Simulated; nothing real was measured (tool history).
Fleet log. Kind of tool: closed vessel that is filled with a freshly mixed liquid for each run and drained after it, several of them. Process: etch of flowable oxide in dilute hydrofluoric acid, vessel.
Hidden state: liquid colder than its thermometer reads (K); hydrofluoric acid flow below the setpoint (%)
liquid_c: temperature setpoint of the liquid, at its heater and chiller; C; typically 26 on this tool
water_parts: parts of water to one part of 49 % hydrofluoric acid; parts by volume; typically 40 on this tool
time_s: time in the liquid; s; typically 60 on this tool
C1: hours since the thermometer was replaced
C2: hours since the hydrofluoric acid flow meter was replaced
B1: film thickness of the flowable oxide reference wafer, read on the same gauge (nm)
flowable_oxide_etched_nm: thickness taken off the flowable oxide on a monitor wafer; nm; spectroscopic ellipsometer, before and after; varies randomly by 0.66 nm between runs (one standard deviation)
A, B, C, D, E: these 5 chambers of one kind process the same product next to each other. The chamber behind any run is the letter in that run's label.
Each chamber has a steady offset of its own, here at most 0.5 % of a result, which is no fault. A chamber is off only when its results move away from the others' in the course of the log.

Run 1D, hour 6.9: usual settings; C1 829.5; C2 1079.6; B1 80.008. Result: flowable_oxide_etched_nm 69.106 nm.
Run 2E, hour 11.9: usual settings; C1 115; C2 795.3; B1 79.978. Result: flowable_oxide_etched_nm 68.109 nm.
At hour 12.8: chamber C: thermometer replaced.
Run 3A, hour 17.9: usual settings; C1 532.4; C2 580; B1 80.004. Result: flowable_oxide_etched_nm 67.96 nm.
Run 4B, hour 23.6: usual settings; C1 1465.9; C2 1399.8; B1 79.995. Result: flowable_oxide_etched_nm 69.163 nm.
Run 5C, hour 28.3: usual settings; C1 15.6; C2 2062.2; B1 79.984. Result: flowable_oxide_etched_nm 68.825 nm.
Run 6B, hour 34.2: usual settings; C1 1476.5; C2 1410.4; B1 79.987. Result: flowable_oxide_etched_nm 67.995 nm.
Run 7A, hour 43: usual settings; C1 557.5; C2 605.1; B1 79.98. Result: flowable_oxide_etched_nm 69.283 nm.
Run 8C, hour 52: usual settings; C1 39.3; C2 2085.9; B1 80.005. Result: flowable_oxide_etched_nm 68.695 nm.
Run 9D, hour 57.5: usual settings; C1 880.1; C2 1130.2; B1 79.975. Result: flowable_oxide_etched_nm 68.734 nm.
Run 10E, hour 63.5: usual settings; C1 166.6; C2 846.9; B1 79.995. Result: flowable_oxide_etched_nm 69.668 nm.
Run 11B, hour 71.7: usual settings; C1 1514; C2 1447.9; B1 80.002. Result: flowable_oxide_etched_nm 69.046 nm.
Run 12C, hour 79.5: usual settings but time_s 30 s; C1 66.8; C2 2113.4; B1 80.005. Result: flowable_oxide_etched_nm 34.215 nm.
At hour 81.2: chamber D: hydrofluoric acid flow meter replaced.
Run 13E, hour 88.5: usual settings but time_s 30 s; C1 191.6; C2 871.9; B1 80.013. Result: flowable_oxide_etched_nm 34.477 nm.
Run 14A, hour 94.2: usual settings but time_s 30 s; C1 608.7; C2 656.3; B1 80.034. Result: flowable_oxide_etched_nm 34.323 nm.
Run 15D, hour 99.3: usual settings but time_s 30 s; C1 921.9; C2 18.2; B1 79.98. Result: flowable_oxide_etched_nm 34.017 nm.
Run 16A, hour 106.3: usual settings but time_s 30 s; C1 620.8; C2 668.4; B1 80.018. Result: flowable_oxide_etched_nm 33.364 nm.
Run 17E, hour 111: usual settings; C1 214.1; C2 894.4; B1 80.028. Result: flowable_oxide_etched_nm 69.089 nm.
Run 18B, hour 117.1: usual settings but liquid_c 24.5 C; C1 1559.4; C2 1493.3; B1 80.009. Result: flowable_oxide_etched_nm 64.997 nm.
Run 19C, hour 123.7: usual settings but liquid_c 24.5 C; C1 111; C2 2157.6; B1 79.997. Result: flowable_oxide_etched_nm 64.803 nm.
Run 20D, hour 130.9: usual settings but liquid_c 24.5 C; C1 953.5; C2 49.8; B1 80.03. Result: flowable_oxide_etched_nm 65.06 nm.
Run 21D, hour 136.3: usual settings but liquid_c 24.5 C; C1 958.9; C2 55.2; B1 79.992. Result: flowable_oxide_etched_nm 64.01 nm.
Run 22E, hour 144.2: usual settings but liquid_c 24.5 C; C1 247.3; C2 927.6; B1 79.98. Result: flowable_oxide_etched_nm 64.988 nm.
Run 23A, hour 152.3: usual settings; C1 666.8; C2 714.4; B1 80.021. Result: flowable_oxide_etched_nm 66.907 nm.
Run 24C, hour 161.5: usual settings; C1 148.8; C2 2195.4; B1 80.017. Result: flowable_oxide_etched_nm 68.855 nm.
Run 25B, hour 166.6: usual settings; C1 1608.9; C2 1542.8; B1 79.991. Result: flowable_oxide_etched_nm 68.354 nm.
At hour 170.9: chamber C: hydrofluoric acid flow meter replaced.
Run 26A, hour 171.3: usual settings; C1 685.8; C2 733.4; B1 79.992. Result: flowable_oxide_etched_nm 64.7 nm.
Run 27C, hour 176.9: usual settings; C1 164.2; C2 6.1; B1 79.987. Result: flowable_oxide_etched_nm 68.233 nm.
Run 28E, hour 182: usual settings; C1 285.1; C2 965.4; B1 79.991. Result: flowable_oxide_etched_nm 68.969 nm.
Run 29D, hour 191.4: usual settings; C1 1014; C2 110.3; B1 80.005. Result: flowable_oxide_etched_nm 68.333 nm.
Run 30B, hour 200.4: usual settings; C1 1642.7; C2 1576.6; B1 79.974. Result: flowable_oxide_etched_nm 68.238 nm.
Run 31E, hour 208.6: usual settings; C1 311.7; C2 992; B1 79.966. Result: flowable_oxide_etched_nm 69.106 nm.
Run 32C, hour 216.8: usual settings; C1 204.1; C2 46; B1 79.994. Result: flowable_oxide_etched_nm 68.757 nm.
Run 33B, hour 221.1: usual settings; C1 1663.4; C2 1597.3; B1 79.974. Result: flowable_oxide_etched_nm 68.492 nm.
Run 34A, hour 229.3: usual settings; C1 743.8; C2 791.4; B1 79.994. Result: flowable_oxide_etched_nm 62.549 nm.
Run 35D, hour 234.7: usual settings; C1 1057.3; C2 153.6; B1 80.008. Result: flowable_oxide_etched_nm 68.406 nm.

Decide between three cases: one chamber stands off from its peers, the gauge reading all wafers drifts, or nothing is wrong past each chamber's small offset. Where a chamber is off, say which and what most likely put it there.

It is chamber A that slowly wanders off from its peers.
Likeliest cause: hydrofluoric acid flow below the setpoint (%) = 9.62.
It could be hard to tell apart here from: liquid colder than its thermometer reads (K).

Which of the 4 candidates below, each the usual settings with something changed and its results left as question marks, puts chamber A back in line with what the other chambers give on the usual settings?
Maximum distance from the other chambers' mean on the usual settings for a result to count as in line: flowable_oxide_etched_nm 2.3 nm
Run 36A-1, hour 241.5: usual settings but time_s 70 s. Result: flowable_oxide_etched_nm ?.
Run 36A-2, hour 241.5: usual settings but liquid_c 26.5 C, time_s 65 s. Result: flowable_oxide_etched_nm ?.
Run 36A-3, hour 241.5: usual settings but liquid_c 23.5 C. Result: flowable_oxide_etched_nm ?.
Run 36A-4, hour 241.5: usual settings but liquid_c 22 C. Result: flowable_oxide_etched_nm ?.

On the usual settings, the other chambers give on average: flowable_oxide_etched_nm 68.807 nm
  run  flowable_oxide_etched_nm
36A-1                    72.534
36A-2                    68.708
36A-3                    56.191
36A-4                    52.824
The right change is 36A-2: it brings the chamber back within the allowed miss of the others.

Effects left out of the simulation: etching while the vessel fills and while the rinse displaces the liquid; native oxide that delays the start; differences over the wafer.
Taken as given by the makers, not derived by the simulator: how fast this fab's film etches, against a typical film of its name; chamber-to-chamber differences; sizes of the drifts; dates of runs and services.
